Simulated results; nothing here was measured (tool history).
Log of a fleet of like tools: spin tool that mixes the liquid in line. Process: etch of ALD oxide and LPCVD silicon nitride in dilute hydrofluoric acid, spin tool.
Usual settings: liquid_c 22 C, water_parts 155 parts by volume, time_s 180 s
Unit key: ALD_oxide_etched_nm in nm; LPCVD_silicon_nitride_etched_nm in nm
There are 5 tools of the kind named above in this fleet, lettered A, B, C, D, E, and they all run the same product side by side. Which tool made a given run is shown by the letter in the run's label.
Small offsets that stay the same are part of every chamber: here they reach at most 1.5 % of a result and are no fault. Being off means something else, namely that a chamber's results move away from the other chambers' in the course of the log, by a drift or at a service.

| run | hour | liquid_c | water_parts | time_s | read-back film thickness of the ALD oxide reference wafer, read on the same gauge (nm) | read-back film thickness of the LPCVD silicon nitride reference wafer, read on the same gauge (nm) | ALD_oxide_etched_nm | LPCVD_silicon_nitride_etched_nm |
|---|---|---|---|---|---|---|---|---|
| 1B | 4 | 22 | 155 | 180 | 29.984 | 110.02 | 9.7894 | 0.50319 |
| 2A | 9.5 | 22 | 155 | 180 | 30.01 | 110.01 | 10.013 | 0.56911 |
| 3E | 13.3 | 22 | 155 | 180 | 30.021 | 109.99 | 9.9703 | 0.5517 |
| 4D | 17.7 | 22 | 155 | 180 | 30.03 | 110 | 9.8037 | 0.53136 |
| 5C | 24 | 22 | 155 | 180 | 30.014 | 110.02 | 9.7591 | 0.51317 |
| 6B | 27.2 | 22 | 155 | 180 | 29.993 | 110.01 | 9.8874 | 0.49183 |
| 7E | 32.7 | 22 | 155 | 180 | 29.961 | 110.01 | 9.9311 | 0.49943 |
| 8C | 39.1 | 22 | 155 | 180 | 29.965 | 110.01 | 9.9512 | 0.53715 |
| 9D | 43.9 | 22 | 155 | 180 | 29.989 | 109.98 | 9.691 | 0.54837 |
| 10A | 50.3 | 22 | 155 | 180 | 30.008 | 110.01 | 9.948 | 0.51386 |
| 11C | 55.3 | 22 | 155 | 180 | 30.013 | 110.02 | 9.8601 | 0.57429 |
|  | 57.1 | chamber A: hydrofluoric acid flow meter replaced |
| 12B | 58.9 | 22 | 155 | 180 | 30.04 | 109.98 | 9.9087 | 0.53926 |
| 13D | 61.8 | 22 | 185 | 135 | 30.004 | 109.98 | 6.0123 | 0.34556 |
| 14E | 67.3 | 22 | 185 | 135 | 30.011 | 110.03 | 6.0001 | 0.29167 |
| 15A | 73.2 | 22 | 185 | 135 | 29.967 | 110.01 | 6.1058 | 0.3399 |
| 16D | 78.2 | 22 | 185 | 135 | 30.03 | 110 | 6.0073 | 0.3301 |
| 17B | 81.9 | 22 | 185 | 135 | 29.992 | 110.01 | 6.0684 | 0.29778 |
| 18C | 86.5 | 22 | 155 | 180 | 29.973 | 110.04 | 9.8041 | 0.49879 |
| 19A | 90.2 | 22 | 155 | 180 | 30.051 | 110.01 | 9.9529 | 0.48142 |
| 20E | 94.5 | 19 | 155 | 135 | 30.018 | 109.99 | 6.6219 | 0.31947 |
| 21A | 98.6 | 19 | 155 | 135 | 30.016 | 110.01 | 6.5355 | 0.32869 |
| 22B | 103 | 19 | 155 | 135 | 30.003 | 109.95 | 6.5185 | 0.34442 |
| 23E | 107.6 | 19 | 155 | 135 | 29.94 | 110 | 6.5493 | 0.3128 |
| 24C | 113.3 | 19 | 155 | 135 | 30.005 | 110 | 6.5816 | 0.34576 |
| 25D | 118.2 | 22 | 155 | 180 | 30.024 | 110.02 | 9.775 | 0.52295 |
| 26D | 121.2 | 22 | 155 | 180 | 30.026 | 109.98 | 9.8197 | 0.50027 |
| 27C | 126.9 | 22 | 155 | 180 | 29.955 | 110.03 | 9.8441 | 0.51523 |
| 28E | 130.9 | 22 | 155 | 180 | 30.027 | 109.99 | 9.8639 | 0.48265 |
| 29B | 135.1 | 22 | 155 | 180 | 29.975 | 109.97 | 9.8949 | 0.55593 |
| 30A | 139.6 | 22 | 155 | 180 | 30.014 | 110.02 | 9.8497 | 0.53069 |
| 31D | 146 | 22 | 155 | 180 | 29.987 | 110 | 9.8799 | 0.49378 |
| 32A | 150.3 | 22 | 220 | 180 | 29.995 | 109.97 | 6.5812 | 0.35802 |
| 33C | 153.7 | 22 | 220 | 180 | 29.963 | 109.99 | 6.4309 | 0.37999 |
| 34B | 160.3 | 22 | 220 | 180 | 29.967 | 109.98 | 6.5329 | 0.41542 |
| 35E | 166.9 | 22 | 220 | 180 | 30.013 | 110.02 | 6.4206 | 0.39025 |
| 36A | 170.8 | 22 | 220 | 180 | 30.067 | 109.99 | 6.576 | 0.39763 |

What goes on in this fleet: one chamber off, a drifting gauge, or nothing beyond the chambers' own small offsets? Name the chamber and the cause, if any.

Neither any chamber nor the gauge drifts; the chambers differ only by their own small, steady offsets.

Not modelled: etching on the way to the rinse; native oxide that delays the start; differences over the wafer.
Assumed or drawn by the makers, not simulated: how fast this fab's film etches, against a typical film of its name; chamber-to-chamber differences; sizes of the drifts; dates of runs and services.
